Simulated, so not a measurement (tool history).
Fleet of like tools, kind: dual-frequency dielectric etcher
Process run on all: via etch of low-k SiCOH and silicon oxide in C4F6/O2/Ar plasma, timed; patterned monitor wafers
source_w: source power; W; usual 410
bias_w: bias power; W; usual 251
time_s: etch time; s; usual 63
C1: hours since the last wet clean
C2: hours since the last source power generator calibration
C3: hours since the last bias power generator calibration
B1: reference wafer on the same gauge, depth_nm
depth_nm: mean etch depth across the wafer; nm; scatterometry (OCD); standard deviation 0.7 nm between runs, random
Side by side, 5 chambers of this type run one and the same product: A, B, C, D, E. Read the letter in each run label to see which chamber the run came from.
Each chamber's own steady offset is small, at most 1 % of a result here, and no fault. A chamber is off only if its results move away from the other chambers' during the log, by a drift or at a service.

{"run": "1D", "hour": 8.8, "source_w": 410, "bias_w": 251, "time_s": 63, "C1": 58.8, "C2": 516.3, "C3": 711.8, "B1": 163.04, "depth_nm": 196.46}
{"run": "2B", "hour": 16.1, "source_w": 410, "bias_w": 251, "time_s": 63, "C1": 329.4, "C2": 379.7, "C3": 1049.5, "B1": 162.88, "depth_nm": 198.11}
{"run": "3C", "hour": 22.4, "source_w": 410, "bias_w": 251, "time_s": 63, "C1": 339.4, "C2": 2324.1, "C3": 1324.8, "B1": 163.11, "depth_nm": 197.93}
{"hour": 23.0, "done": "chamber E: wet clean of the chamber"}
{"run": "4E", "hour": 33.8, "source_w": 410, "bias_w": 251, "time_s": 63, "C1": 10.8, "C2": 330.6, "C3": 1477.8, "B1": 163.01, "depth_nm": 198.21}
{"run": "5A", "hour": 40.9, "source_w": 410, "bias_w": 251, "time_s": 63, "C1": 338.5, "C2": 628.1, "C3": 2238.6, "B1": 162.98, "depth_nm": 197.16}
{"run": "6D", "hour": 49.7, "source_w": 440, "bias_w": 307, "time_s": 63, "C1": 99.7, "C2": 557.2, "C3": 752.7, "B1": 162.99, "depth_nm": 217.81}
{"run": "7B", "hour": 58.7, "source_w": 440, "bias_w": 307, "time_s": 63, "C1": 372.0, "C2": 422.3, "C3": 1092.1, "B1": 163.0, "depth_nm": 219.61}
{"run": "8A", "hour": 65.2, "source_w": 440, "bias_w": 307, "time_s": 63, "C1": 362.8, "C2": 652.4, "C3": 2262.9, "B1": 162.99, "depth_nm": 218.91}
{"run": "9E", "hour": 76.6, "source_w": 440, "bias_w": 307, "time_s": 63, "C1": 53.6, "C2": 373.4, "C3": 1520.6, "B1": 162.92, "depth_nm": 219.48}
{"hour": 77.8, "done": "chamber B: wet clean of the chamber"}
{"run": "10C", "hour": 87.1, "source_w": 440, "bias_w": 307, "time_s": 63, "C1": 404.1, "C2": 2388.8, "C3": 1389.5, "B1": 163.0, "depth_nm": 220.08}
{"run": "11A", "hour": 99.3, "source_w": 410, "bias_w": 251, "time_s": 63, "C1": 396.9, "C2": 686.5, "C3": 2297.0, "B1": 163.14, "depth_nm": 198.03}
{"run": "12C", "hour": 106.7, "source_w": 410, "bias_w": 251, "time_s": 63, "C1": 423.7, "C2": 2408.4, "C3": 1409.1, "B1": 163.1, "depth_nm": 198.71}
{"run": "13B", "hour": 118.4, "source_w": 410, "bias_w": 251, "time_s": 63, "C1": 40.6, "C2": 482.0, "C3": 1151.8, "B1": 162.91, "depth_nm": 200.44}
{"run": "14E", "hour": 128.6, "source_w": 410, "bias_w": 251, "time_s": 63, "C1": 105.6, "C2": 425.4, "C3": 1572.6, "B1": 162.94, "depth_nm": 198.43}
{"run": "15D", "hour": 138.1, "source_w": 360, "bias_w": 203, "time_s": 63, "C1": 188.1, "C2": 645.6, "C3": 841.1, "B1": 162.89, "depth_nm": 175.46}
{"hour": 143.8, "done": "chamber C: wet clean of the chamber"}
{"run": "16C", "hour": 149.8, "source_w": 360, "bias_w": 203, "time_s": 63, "C1": 6.0, "C2": 2451.5, "C3": 1452.2, "B1": 163.03, "depth_nm": 175.48}
{"run": "17B", "hour": 160.4, "source_w": 360, "bias_w": 203, "time_s": 63, "C1": 82.6, "C2": 524.0, "C3": 1193.8, "B1": 162.98, "depth_nm": 175.99}
{"run": "18D", "hour": 171.8, "source_w": 360, "bias_w": 203, "time_s": 63, "C1": 221.8, "C2": 679.3, "C3": 874.8, "B1": 162.96, "depth_nm": 174.5}
{"run": "19E", "hour": 184.3, "source_w": 360, "bias_w": 203, "time_s": 63, "C1": 161.3, "C2": 481.1, "C3": 1628.3, "B1": 163.0, "depth_nm": 176.87}
{"run": "20A", "hour": 190.7, "source_w": 410, "bias_w": 251, "time_s": 63, "C1": 488.3, "C2": 777.9, "C3": 2388.4, "B1": 162.8, "depth_nm": 197.68}
{"run": "21B", "hour": 200.3, "source_w": 410, "bias_w": 251, "time_s": 63, "C1": 122.5, "C2": 563.9, "C3": 1233.7, "B1": 163.19, "depth_nm": 199.24}
{"run": "22E", "hour": 207.0, "source_w": 410, "bias_w": 251, "time_s": 63, "C1": 184.0, "C2": 503.8, "C3": 1651.0, "B1": 163.14, "depth_nm": 199.07}
{"run": "23D", "hour": 217.2, "source_w": 410, "bias_w": 251, "time_s": 63, "C1": 267.2, "C2": 724.7, "C3": 920.2, "B1": 163.06, "depth_nm": 198.57}
{"run": "24A", "hour": 226.1, "source_w": 410, "bias_w": 251, "time_s": 63, "C1": 523.7, "C2": 813.3, "C3": 2423.8, "B1": 162.97, "depth_nm": 195.89}
{"run": "25C", "hour": 238.1, "source_w": 410, "bias_w": 251, "time_s": 63, "C1": 94.3, "C2": 2539.8, "C3": 1540.5, "B1": 163.07, "depth_nm": 198.35}
{"run": "26B", "hour": 244.5, "source_w": 410, "bias_w": 251, "time_s": 63, "C1": 166.7, "C2": 608.1, "C3": 1277.9, "B1": 163.01, "depth_nm": 198.11}
{"run": "27E", "hour": 257.0, "source_w": 410, "bias_w": 251, "time_s": 63, "C1": 234.0, "C2": 553.8, "C3": 1701.0, "B1": 163.12, "depth_nm": 196.99}
{"run": "28D", "hour": 263.9, "source_w": 440, "bias_w": 251, "time_s": 71, "C1": 313.9, "C2": 771.4, "C3": 966.9, "B1": 163.15, "depth_nm": 229.15}
{"run": "29A", "hour": 270.6, "source_w": 440, "bias_w": 251, "time_s": 71, "C1": 568.2, "C2": 857.8, "C3": 2468.3, "B1": 163.18, "depth_nm": 224.16}
{"run": "30C", "hour": 279.9, "source_w": 440, "bias_w": 251, "time_s": 71, "C1": 136.1, "C2": 2581.6, "C3": 1582.3, "B1": 163.06, "depth_nm": 230.46}
{"run": "31C", "hour": 288.1, "source_w": 440, "bias_w": 251, "time_s": 71, "C1": 144.3, "C2": 2589.8, "C3": 1590.5, "B1": 163.07, "depth_nm": 230.83}
{"run": "32A", "hour": 299.6, "source_w": 440, "bias_w": 251, "time_s": 71, "C1": 597.2, "C2": 886.8, "C3": 2497.3, "B1": 162.98, "depth_nm": 225.31}
{"run": "33E", "hour": 306.7, "source_w": 410, "bias_w": 251, "time_s": 63, "C1": 283.7, "C2": 603.5, "C3": 1750.7, "B1": 162.91, "depth_nm": 198.33}
{"run": "34D", "hour": 314.5, "source_w": 410, "bias_w": 251, "time_s": 63, "C1": 364.5, "C2": 822.0, "C3": 1017.5, "B1": 163.1, "depth_nm": 198.69}
{"run": "35B", "hour": 321.4, "source_w": 410, "bias_w": 251, "time_s": 63, "C1": 243.6, "C2": 685.0, "C3": 1354.8, "B1": 163.08, "depth_nm": 200.07}
{"run": "36C", "hour": 327.1, "source_w": 410, "bias_w": 251, "time_s": 63, "C1": 183.3, "C2": 2628.8, "C3": 1629.5, "B1": 163.02, "depth_nm": 199.54}

For the next run the whole fleet of 5 chambers uses the same settings. Give each chamber's results:
{"run": "37A", "hour": 336.6, "source_w": 410, "bias_w": 251, "time_s": 63, "depth_nm": "?"}
{"run": "37B", "hour": 336.6, "source_w": 410, "bias_w": 251, "time_s": 63, "depth_nm": "?"}
{"run": "37C", "hour": 336.6, "source_w": 410, "bias_w": 251, "time_s": 63, "depth_nm": "?"}
{"run": "37D", "hour": 336.6, "source_w": 410, "bias_w": 251, "time_s": 63, "depth_nm": "?"}
{"run": "37E", "hour": 336.6, "source_w": 410, "bias_w": 251, "time_s": 63, "depth_nm": "?"}

run=37A depth_nm=191.76
run=37B depth_nm=200.43
run=37C depth_nm=199.39
run=37D depth_nm=198.07
run=37E depth_nm=198.05
